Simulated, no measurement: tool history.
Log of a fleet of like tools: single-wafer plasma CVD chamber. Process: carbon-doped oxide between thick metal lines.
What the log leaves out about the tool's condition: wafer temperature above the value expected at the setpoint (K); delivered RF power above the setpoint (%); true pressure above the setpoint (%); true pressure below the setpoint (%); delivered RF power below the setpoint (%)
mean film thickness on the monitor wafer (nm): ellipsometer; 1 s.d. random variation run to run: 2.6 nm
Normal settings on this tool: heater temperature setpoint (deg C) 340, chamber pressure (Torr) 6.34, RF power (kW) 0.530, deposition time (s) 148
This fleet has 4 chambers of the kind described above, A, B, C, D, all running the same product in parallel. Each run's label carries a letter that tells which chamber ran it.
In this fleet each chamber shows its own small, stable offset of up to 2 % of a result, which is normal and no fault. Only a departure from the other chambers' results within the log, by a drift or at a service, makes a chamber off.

run	hour	heater temperature setpoint (deg C)	chamber pressure (Torr)	RF power (kW)	deposition time (s)	hours since the last thermocouple change	hours since the last RF generator calibration	hours since the last manometer calibration	read-back reference wafer on the same gauge, thickness_nm	mean film thickness on the monitor wafer (nm)
1B	10.6	340	6.34	0.530	148	60.7	1024.2	153.2	978.39	832.23
2C	22.8	340	6.34	0.530	148	773.6	385.3	787.8	979.59	826.06
3A	29.2	340	6.34	0.530	148	1351.8	1413.7	896.3	978.73	815.21
4D	38.3	340	6.34	0.530	148	238.3	92.3	558.6	979.47	822.90
5A	45.6	340	6.34	0.530	148	1368.2	1430.1	912.7	978.43	817.99
6D	55.8	340	6.34	0.530	148	255.8	109.8	576.1	979.17	827.62
7C	66.7	340	6.34	0.530	148	817.5	429.2	831.7	978.47	822.46
8B	72.4	340	6.34	0.530	148	122.5	1086.0	215.0	977.89	833.63
9B	81.2	340	6.96	0.485	148	131.3	1094.8	223.8	979.29	797.86
10D	93.5	340	6.96	0.485	148	293.5	147.5	613.8	979.62	787.95
11A	101.0	340	6.96	0.485	148	1423.6	1485.5	968.1	978.85	777.62
12C	110.9	340	6.96	0.485	148	861.7	473.4	875.9	979.92	774.72
13C	118.3	340	6.34	0.530	148	869.1	480.8	883.3	979.96	817.52
14B	124.5	340	6.34	0.530	148	174.6	1138.1	267.1	978.51	833.03
15D	137.0	340	6.34	0.530	148	337.0	191.0	657.3	979.26	825.96
16A	146.1	340	6.34	0.530	148	1468.7	1530.6	1013.2	978.54	818.20
17B	156.6	340	6.34	0.530	148	206.7	1170.2	299.2	978.75	833.12
18D	164.6	340	6.34	0.530	148	364.6	218.6	684.9	979.55	827.05
19C	174.7	340	6.34	0.530	148	925.5	537.2	939.7	979.80	806.04
20A	180.7	340	6.34	0.530	148	1503.3	1565.2	1047.8	979.24	818.42
21C	189.7	329	6.34	0.530	173	940.5	552.2	954.7	978.52	977.95
22D	200.5	329	6.34	0.530	173	400.5	254.5	720.8	979.18	1002.20
23B	212.4	329	6.34	0.530	173	262.5	1226.0	355.0	979.02	1009.80
24A	223.4	329	6.34	0.530	173	1546.0	1607.9	1090.5	979.21	985.62
25A	233.9	340	6.34	0.530	148	1556.5	1618.4	1101.0	978.86	815.60
26D	244.9	340	6.34	0.430	148	444.9	298.9	765.2	978.27	723.03
27B	254.8	340	6.34	0.430	148	304.9	1268.4	397.4	979.24	727.08

What goes on in this fleet: one chamber off, a drifting gauge, or nothing beyond the chambers' own small offsets? Name the chamber and the cause, if any.

One chamber, C, drifts off from the rest bit by bit.
Most likely cause: delivered RF power below the setpoint (%) = 5.48.

Below are 4 candidate recipes for chamber C's next run, each the usual settings with a change, their results shown as question marks. Which of them brings C's results back in line with what the other chambers give on the usual settings?
Maximum distance from the other chambers' mean on the usual settings for a result to count as in line: mean film thickness on the monitor wafer (nm) 9.10
28C-1	264.0	339	6.34	0.530	153					?
28C-2	264.0	340	6.30	0.515	142					?
28C-3	264.0	340	6.34	0.500	148					?
28C-4	264.0	340	6.34	0.585	148					?

Usual-settings mean across the other chambers: mean film thickness on the monitor wafer (nm) 825.15
run	mean film thickness on the monitor wafer (nm)
28C-1	826.12
28C-2	750.36
28C-3	768.02
28C-4	846.96
The answer is 28C-1, which returns the chamber to within the allowed miss of the others.
